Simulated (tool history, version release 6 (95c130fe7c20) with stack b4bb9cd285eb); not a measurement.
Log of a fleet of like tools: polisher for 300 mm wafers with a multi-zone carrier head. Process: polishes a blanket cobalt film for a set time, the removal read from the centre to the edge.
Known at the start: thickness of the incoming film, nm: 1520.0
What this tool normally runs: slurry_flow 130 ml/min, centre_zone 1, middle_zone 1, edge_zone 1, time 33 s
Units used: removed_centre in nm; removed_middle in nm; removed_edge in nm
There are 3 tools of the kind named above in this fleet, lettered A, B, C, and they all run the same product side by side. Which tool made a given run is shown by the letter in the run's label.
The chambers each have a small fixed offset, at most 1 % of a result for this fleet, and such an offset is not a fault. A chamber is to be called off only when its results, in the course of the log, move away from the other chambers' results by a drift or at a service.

run,day,slurry_flow,centre_zone,middle_zone,edge_zone,time,removed_centre,removed_middle,removed_edge
# day 0.079: chamber C: edge zone pressure recalibrated
1A,0.188,130,1,1,1,33,132.92,133.09,134.21
2C,0.367,130,1,1,1,33,133.59,135.38,132.36
3B,0.517,130,1,1,1,33,136.35,136.11,133.26
# day 0.696: chamber C: worn pad replaced by a new one
4A,0.712,130,1,1,1,33,134.23,134.14,134.61
5C,0.858,130,1,1,1,33,132.65,136.55,130.09
6B,1.075,130,1,1,1,33,135.49,131.97,132.65
7B,1.221,130,1,1,1,33,134.82,133,132.8
8C,1.417,130,1,1,1,33,132.59,131.8,133.43
# day 1.504: chamber A: worn pad replaced by a new one
9A,1.638,130,1,1,1,33,138.5,134.46,134.52
# day 1.783: chamber B: worn pad replaced by a new one
10A,1.862,130,1,1,1,33,132.82,132.32,135.86
# day 2.046: chamber A: centre zone pressure recalibrated
11C,2.054,130,1,1,1,33,132.57,133.15,129.59
12B,2.254,130,1,1,1,33,134.95,128.76,134.48
13C,2.408,130,1,1,1,33,128.71,129.64,129.49
14A,2.55,130,1,1,1,33,133.08,134.01,131.14
15B,2.767,130,1,1,1,33,135.34,136.85,134.8
16C,2.975,130,1,1,1,33,125.78,126.82,130.72
# day 3.046: chamber A: edge zone pressure recalibrated
17A,3.071,130,1,1,1,33,131.98,133.77,131.3
18B,3.238,130,1,1,1,33,135.91,136.85,134.67
19C,3.371,130,1,1,1,33,123.05,125.82,127.91
20B,3.542,130,0.93,0.9,1,33,124.25,122.18,135.81
21A,3.754,130,0.93,0.9,1,33,122.09,120.6,135.46
# day 3.779: chamber A: worn pad replaced by a new one
22B,3.883,130,0.93,0.9,1,33,125.34,119.75,136.99
23A,4.025,130,1,1,1,33,131.58,131.95,136.35
24C,4.233,130,1,1,1,33,114.57,120.56,121.6
25B,4.412,130,1,1,1,33,134.93,134.2,134.45
26C,4.592,130,1,1,1,33,111.91,116.28,120.46
27A,4.704,130,1,1,1,33,135.73,132.17,131.11
28A,4.871,130,1,1,1,33,133.2,132.18,131.83

Is one chamber out of step, is the gauge drifting, or do the chambers differ by no more than their own small offsets? For an off chamber, give its letter and the likeliest cause.

One chamber, C, drifts off from the rest bit by bit.
What lies behind it: slurry flow missing at the pad, % = 41.8.
From this log alone, it may not be told apart from: removal rate lost through wear of the pad, %.

Below are 4 candidate recipes for chamber C's next run, each the usual settings with a change, their results shown as question marks. Which of them brings C's results back in line with what the other chambers give on the usual settings?
Allowed miss from the other chambers' usual-settings mean, per result, to count as in line: removed_centre 6 nm; removed_middle 6.6 nm; removed_edge 6.1 nm
29C-1,5.029,145,1.04,1.02,0.98,36,?,?,?
29C-2,5.029,110,0.93,0.97,1.04,28,?,?,?
29C-3,5.029,115,0.96,0.98,1.02,30,?,?,?
29C-4,5.029,155,1.07,1.03,0.96,39,?,?,?

On the usual settings, the other chambers give on average: removed_centre 134.25 nm; removed_middle 133.38 nm; removed_edge 134.03 nm
run,removed_centre,removed_middle,removed_edge
29C-1,131.65,131.89,132.64
29C-2,80.321,88.402,99.794
29C-3,91.057,97.372,107.02
29C-4,150.73,147.24,144.16
The answer is 29C-1, which returns the chamber to within the allowed miss of the others.
